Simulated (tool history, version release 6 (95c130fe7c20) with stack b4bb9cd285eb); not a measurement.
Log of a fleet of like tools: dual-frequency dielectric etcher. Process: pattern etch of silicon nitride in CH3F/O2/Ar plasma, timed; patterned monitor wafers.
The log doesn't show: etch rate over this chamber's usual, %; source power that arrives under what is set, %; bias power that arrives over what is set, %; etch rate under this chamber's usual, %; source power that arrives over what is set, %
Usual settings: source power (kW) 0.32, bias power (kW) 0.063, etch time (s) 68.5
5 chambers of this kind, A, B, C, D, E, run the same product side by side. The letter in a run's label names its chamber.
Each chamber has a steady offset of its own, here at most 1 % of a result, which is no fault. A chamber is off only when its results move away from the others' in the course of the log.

| run | hour | source power (kW) | bias power (kW) | etch time (s) | hours since the last wet clean | hours since the last source power generator calibration | hours since the last bias power generator calibration | read-back reference wafer on the same gauge, depth_nm | mean etch depth across the wafer (nm) |
|---|---|---|---|---|---|---|---|---|---|
| 1E | 7.7 | 0.32 | 0.063 | 68.5 | 133.5 | 1136.9 | 1470.3 | 46.506 | 41.95 |
| 2A | 18.9 | 0.32 | 0.063 | 68.5 | 36.4 | 1051.6 | 1058.5 | 46.517 | 42.081 |
| 3B | 31 | 0.32 | 0.063 | 68.5 | 423.7 | 3138.3 | 907.8 | 46.523 | 42.073 |
| 4C | 40.5 | 0.32 | 0.063 | 68.5 | 337 | 2472.5 | 3378.5 | 46.519 | 41.895 |
|  | 42.7 | chamber D: wet clean of the chamber |
| 5D | 53.2 | 0.32 | 0.063 | 68.5 | 10.6 | 410.4 | 2963.3 | 46.524 | 41.823 |
| 6D | 64.1 | 0.32 | 0.063 | 68.5 | 21.5 | 421.3 | 2974.2 | 46.539 | 41.73 |
| 7A | 77.9 | 0.32 | 0.063 | 68.5 | 95.4 | 1110.6 | 1117.5 | 46.552 | 42.215 |
| 8B | 83.9 | 0.32 | 0.063 | 68.5 | 476.6 | 3191.2 | 960.7 | 46.548 | 41.993 |
| 9E | 91.9 | 0.32 | 0.063 | 48.5 | 217.7 | 1221.1 | 1554.5 | 46.561 | 29.716 |
| 10C | 98.6 | 0.32 | 0.063 | 48.5 | 395.1 | 2530.6 | 3436.6 | 46.561 | 29.726 |
| 11A | 109.8 | 0.32 | 0.063 | 48.5 | 127.3 | 1142.5 | 1149.4 | 46.562 | 29.884 |
| 12B | 120.7 | 0.32 | 0.063 | 48.5 | 513.4 | 3228 | 997.5 | 46.586 | 29.839 |
| 13E | 134.2 | 0.32 | 0.063 | 48.5 | 260 | 1263.4 | 1596.8 | 46.59 | 29.69 |
| 14D | 141.1 | 0.32 | 0.063 | 68.5 | 98.5 | 498.3 | 3051.2 | 46.589 | 41.777 |
| 15C | 152.5 | 0.32 | 0.063 | 68.5 | 449 | 2584.5 | 3490.5 | 46.599 | 42.002 |
| 16B | 164.1 | 0.28 | 0.063 | 68.5 | 556.8 | 3271.4 | 1040.9 | 46.621 | 40.031 |
| 17E | 176.9 | 0.28 | 0.063 | 68.5 | 302.7 | 1306.1 | 1639.5 | 46.607 | 39.876 |
|  | 179.5 | chamber C: wet clean of the chamber |
| 18A | 187.7 | 0.28 | 0.063 | 68.5 | 205.2 | 1220.4 | 1227.3 | 46.61 | 40.175 |
|  | 188.9 | chamber B: wet clean of the chamber |
| 19C | 199.2 | 0.28 | 0.063 | 68.5 | 19.8 | 2631.2 | 3537.2 | 46.626 | 39.962 |
| 20D | 205.9 | 0.28 | 0.063 | 68.5 | 163.3 | 563.1 | 3116 | 46.639 | 39.876 |
| 21E | 213.4 | 0.32 | 0.063 | 68.5 | 339.2 | 1342.6 | 1676 | 46.621 | 41.926 |
| 22A | 226 | 0.32 | 0.063 | 68.5 | 243.5 | 1258.7 | 1265.6 | 46.654 | 42.32 |
| 23B | 234 | 0.27 | 0.071 | 68.5 | 45.2 | 3341.3 | 1110.8 | 46.643 | 41.25 |
| 24C | 247.7 | 0.27 | 0.071 | 68.5 | 68.3 | 2679.7 | 3585.7 | 46.664 | 41.057 |
| 25D | 253.8 | 0.27 | 0.071 | 68.5 | 211.2 | 611 | 3163.9 | 46.651 | 41.05 |
|  | 262.1 | chamber E: wet clean of the chamber |
| 26E | 263.6 | 0.27 | 0.071 | 68.5 | 1.5 | 1392.8 | 1726.2 | 46.666 | 41.119 |
| 27B | 270.3 | 0.27 | 0.071 | 68.5 | 81.5 | 3377.6 | 1147.1 | 46.667 | 41.338 |
| 28C | 283.6 | 0.32 | 0.063 | 68.5 | 104.2 | 2715.6 | 3621.6 | 46.674 | 42.123 |
| 29A | 291.1 | 0.32 | 0.063 | 68.5 | 308.6 | 1323.8 | 1330.7 | 46.68 | 42.284 |
| 30D | 302.5 | 0.32 | 0.063 | 68.5 | 259.9 | 659.7 | 3212.6 | 46.682 | 41.899 |
| 31E | 310.3 | 0.32 | 0.063 | 68.5 | 48.2 | 1439.5 | 1772.9 | 46.687 | 42.08 |
| 32D | 317.5 | 0.32 | 0.051 | 68.5 | 274.9 | 674.7 | 3227.6 | 46.699 | 39.21 |
| 33B | 325.7 | 0.32 | 0.051 | 68.5 | 136.9 | 3433 | 1202.5 | 46.69 | 39.452 |

What goes on in this fleet: one chamber off, a drifting gauge, or nothing beyond the chambers' own small offsets? Name the chamber and the cause, if any.

The gauge drifts, so all chambers seem to drift together. No chamber is off.
Cause: gauge reads high (%) = 0.448.
